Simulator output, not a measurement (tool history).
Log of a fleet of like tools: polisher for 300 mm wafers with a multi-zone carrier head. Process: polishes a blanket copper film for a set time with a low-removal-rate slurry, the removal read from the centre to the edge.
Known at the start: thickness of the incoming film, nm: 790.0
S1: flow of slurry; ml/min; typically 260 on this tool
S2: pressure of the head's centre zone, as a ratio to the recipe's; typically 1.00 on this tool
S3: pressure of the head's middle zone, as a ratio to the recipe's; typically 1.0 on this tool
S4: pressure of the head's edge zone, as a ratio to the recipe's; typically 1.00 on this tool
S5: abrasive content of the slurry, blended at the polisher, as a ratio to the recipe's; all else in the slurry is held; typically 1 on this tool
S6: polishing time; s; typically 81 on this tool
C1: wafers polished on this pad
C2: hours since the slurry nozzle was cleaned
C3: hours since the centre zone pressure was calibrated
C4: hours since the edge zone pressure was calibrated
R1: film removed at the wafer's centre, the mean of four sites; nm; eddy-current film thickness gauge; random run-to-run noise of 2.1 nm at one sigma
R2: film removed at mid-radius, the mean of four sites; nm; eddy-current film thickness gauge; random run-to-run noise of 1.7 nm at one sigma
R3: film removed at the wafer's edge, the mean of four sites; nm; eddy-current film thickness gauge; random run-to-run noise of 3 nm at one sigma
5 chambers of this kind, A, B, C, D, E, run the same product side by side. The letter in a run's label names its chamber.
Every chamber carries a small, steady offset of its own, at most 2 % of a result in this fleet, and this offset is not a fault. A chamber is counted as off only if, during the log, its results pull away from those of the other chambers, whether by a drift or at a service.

run   hour   S1    S2   S3    S4  S5   S6    C1     C2      C3     C4      R1      R2      R3
       1.0  -- chamber D: worn pad replaced by a new one
       3.4  -- chamber C: worn pad replaced by a new one
       4.4  -- chamber E: worn pad replaced by a new one
 1B    7.2  260  1.00  1.0  1.00   1   81   399   38.1   317.1  351.5  256.22  258.14  264.05
      13.3  -- chamber A: worn pad replaced by a new one
 2C   19.1  260  1.00  1.0  1.00   1   81   165  117.0   342.3  287.2  262.19  262.81  259.77
 3A   30.4  260  1.00  1.0  1.00   1   81   179  356.8   269.9  742.8  264.92  264.45  261.16
      37.0  -- chamber B: worn pad replaced by a new one
 4D   42.7  260  1.00  1.0  1.00   1   81   438  297.6  1494.1  261.4  258.06  255.61  259.61
 5E   50.1  260  1.00  1.0  1.00   1   81   479  119.5   181.6   89.0  262.28  259.54  265.01
 6E   63.2  260  1.00  1.0  1.00   1   81   617  132.6   194.7  102.1  263.29  258.40  262.58
      67.8  -- chamber C: worn pad replaced by a new one
 7D   75.5  260  1.00  1.0  1.00   1   81   782  330.4  1526.9  294.2  259.21  258.01  259.42
      78.2  -- chamber D: centre zone pressure recalibrated
      83.7  -- chamber D: worn pad replaced by a new one
      86.9  -- chamber A: worn pad replaced by a new one
 8A   87.9  260  1.00  1.0  1.00   1   81    10  414.3   327.4  800.3  263.06  264.12  258.24
 9C   99.2  260  1.00  1.0  1.00   1   81   330  197.1   422.4  367.3  263.60  262.26  255.27
     104.3  -- chamber B: worn pad replaced by a new one
10B  108.1  260  1.00  1.0  1.00   1   81    40  139.0   418.0  452.4  259.16  260.54  257.96
     113.2  -- chamber E: worn pad replaced by a new one
     115.2  -- chamber B: centre zone pressure recalibrated
     115.6  -- chamber D: slurry nozzle cleaned
11D  118.5  260  1.00  1.0  1.00   1   81   365    2.9    40.4  337.2  261.02  255.22  259.57
12E  133.9  260  1.00  1.0  0.93   1  103   217  203.3   265.4  172.8  334.87  330.69  313.88
     135.2  -- chamber C: worn pad replaced by a new one
     140.4  -- chamber E: slurry nozzle cleaned
13C  145.1  260  1.00  1.0  0.93   1  103   104  243.0   468.3  413.2  332.51  333.87  315.43
     154.5  -- chamber A: worn pad replaced by a new one
14A  154.5  260  1.00  1.0  0.93   1  103     0  480.9   394.0  866.9  331.89  337.04  318.02
     159.2  -- chamber D: worn pad replaced by a new one
     161.6  -- chamber C: edge zone pressure recalibrated
15B  161.9  260  1.00  1.0  0.93   1  103   604  192.8    46.7  506.2  291.99  327.11  312.30
16B  171.2  260  1.00  1.0  0.93   1  103   702  202.1    56.0  515.5  293.46  323.40  314.52
17A  182.4  260  1.00  1.0  1.00   1   81   293  508.8   421.9  894.8  260.88  265.08  260.48
     188.6  -- chamber B: worn pad replaced by a new one
18D  197.6  260  1.00  1.0  1.00   1   81   403   82.0   119.5  416.3  259.71  260.59  257.55
     202.3  -- chamber A: edge zone pressure recalibrated
19E  204.4  260  1.00  1.0  1.00   1   81   957   64.0   335.9  243.3  259.85  259.38  255.84
     212.7  -- chamber C: worn pad replaced by a new one
20C  212.7  260  1.00  1.0  1.00   1   81     0  310.6   535.9   51.2  263.22  263.06  263.10
21D  223.0  260  1.00  1.0  1.00   1   81   670  107.4   144.9  441.7  259.47  259.79  258.25
     225.6  -- chamber D: worn pad replaced by a new one
22C  236.6  260  1.00  1.0  1.00   1   81   251  334.5   559.8   75.1  264.46  263.91  262.79
     237.9  -- chamber A: worn pad replaced by a new one
23B  249.8  260  1.00  1.0  1.00   1   81   642  280.7   134.6  594.1  232.55  256.29  260.01
     250.4  -- chamber E: worn pad replaced by a new one
24A  257.2  260  1.00  1.0  1.00   1   81   202  583.6   496.7   55.0  257.19  265.96  255.57
     259.1  -- chamber B: worn pad replaced by a new one
25E  270.2  260  1.00  1.0  1.00   1   81   208  129.8   401.7  309.1  258.85  258.15  265.06
26D  282.0  260  1.00  1.0  1.00   1   81   592  166.4   203.9  500.7  258.57  257.72  262.56
27C  289.5  260  0.92  1.1  1.00   1   81   806  387.4   612.7  128.0  241.26  286.84  262.34
     291.1  -- chamber C: worn pad replaced by a new one
     294.4  -- chamber D: worn pad replaced by a new one
28B  302.2  260  0.92  1.1  1.00   1   81   452  333.1   187.0  646.5  211.71  280.18  261.17
29E  311.0  260  0.92  1.1  1.00   1   81   636  170.6   442.5  349.9  238.80  283.50  259.66
     312.7  -- chamber A: worn pad replaced by a new one
30A  324.7  260  0.92  1.1  1.00   1   81   126  651.1   564.2  122.5  236.21  287.02  257.90
     330.0  -- chamber B: worn pad replaced by a new one
31A  336.8  260  0.92  1.1  1.00   1   81   253  663.2   576.3  134.6  238.39  286.51  256.29
32E  346.4  260  1.00  1.0  1.00   1   81  1007  206.0   477.9  385.3  257.81  259.83  258.18
33C  356.2  260  1.00  1.0  1.00   1   81   683  454.1   679.4  194.7  262.78  263.22  258.10
     365.0  -- chamber D: worn pad replaced by a new one
34B  367.8  260  1.00  1.0  1.00   1   81   397  398.7   252.6  712.1  233.93  258.21  255.27
35D  378.0  260  1.00  1.0  1.00   1   81   137  262.4   299.9  596.7  259.86  256.55  259.27

Read the log: is a single chamber off, either drifting away or since a service, is the gauge that measures every chamber drifting, or is nothing wrong beyond small per-chamber offsets? Name any odd chamber and what most likely caused it.

A service on chamber B put it out of line with the rest.
Most likely cause: centre zone's pressure below its setpoint, % = 9.19.

Chamber B could run next with any of the 4 candidate recipes listed below; each alters the usual settings, and their results appear as question marks. Which one brings its results back in line with what the other chambers deliver on the usual settings?
In-line tolerance around the mean of the other chambers on the usual settings: R1 7.40 nm; R2 6.00 nm; R3 10.00 nm
36B-1  389.1  275  1.17  0.99  0.93   1  84                   ?   ?   ?
36B-2  389.1  265  1.09  0.99  0.96   1  83                   ?   ?   ?
36B-3  389.1  255  0.91  1.01  1.04   1  79                   ?   ?   ?
36B-4  389.1  250  0.86  1.01  1.06   1  78                   ?   ?   ?

Usual-settings mean across the other chambers: R1 261.21 nm; R2 260.46 nm; R3 259.47 nm
  run      R1      R2      R3
36B-1  283.89  264.12  259.64
36B-2  258.75  260.04  259.93
36B-3  201.38  251.26  257.02
36B-4  186.36  247.57  255.91
36B-2 brings the chamber back in line.
